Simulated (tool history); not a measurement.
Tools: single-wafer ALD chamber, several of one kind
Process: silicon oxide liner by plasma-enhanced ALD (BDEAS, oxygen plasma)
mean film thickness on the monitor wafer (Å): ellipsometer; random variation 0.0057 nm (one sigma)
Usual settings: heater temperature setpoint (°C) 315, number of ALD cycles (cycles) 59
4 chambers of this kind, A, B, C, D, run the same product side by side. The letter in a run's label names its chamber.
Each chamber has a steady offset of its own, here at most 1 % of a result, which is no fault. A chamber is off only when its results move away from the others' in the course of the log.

run   hour  heater temperature setpoint (°C)  number of ALD cycles (cycles)  read-back reference wafer on the same gauge, thickness_nm  mean film thickness on the monitor wafer (Å)
 1B    9.5                               315                             59                                                     5.3903                                        53.561
 2D   20.7                               315                             59                                                     5.3880                                        53.720
 3A   28.1                               315                             59                                                     5.3872                                        53.175
 4C   40.5                               315                             59                                                     5.3849                                        53.768
 5A   46.2                               315                             59                                                     5.3856                                        53.155
 6B   54.2                               315                             59                                                     5.3834                                        53.494
 7C   64.2                               315                             59                                                     5.3827                                        53.831
 8D   77.1                               304                             47                                                     5.3810                                        43.419
 9B   86.3                               304                             47                                                     5.3819                                        43.279
10A   92.0                               304                             47                                                     5.3795                                        43.015
11D   99.6                               304                             47                                                     5.3801                                        43.317
12C  110.0                               315                             59                                                     5.3791                                        53.757
13A  118.8                               315                             59                                                     5.3770                                        53.060
14B  124.6                               315                             59                                                     5.3780                                        53.393
15C  137.0                               307                             68                                                     5.3756                                        62.619
16D  149.3                               307                             68                                                     5.3754                                        62.403
17D  160.7                               307                             68                                                     5.3748                                        62.557
18B  172.0                               307                             68                                                     5.3735                                        62.200
19C  184.2                               315                             59                                                     5.3716                                        53.814
20A  194.7                               315                             59                                                     5.3707                                        53.021
21D  206.9                               315                             59                                                     5.3690                                        53.499
     216.6  -- chamber B: thermocouple changed; heater temperature recalibrated
22B  218.4                               305                             48                                                     5.3703                                        44.051
23A  226.6                               305                             48                                                     5.3692                                        43.817
24C  237.4                               305                             48                                                     5.3674                                        44.333

All 4 chambers run these settings next. Forecast each chamber's results:
25A  246.7                               315                             63                                                                                                        ?
25B  246.7                               315                             63                                                                                                        ?
25C  246.7                               315                             63                                                                                                        ?
25D  246.7                               315                             63                                                                                                        ?

run  mean film thickness on the monitor wafer (Å)
25A                                        56.494
25B                                        56.987
25C                                        57.291
25D                                        57.070
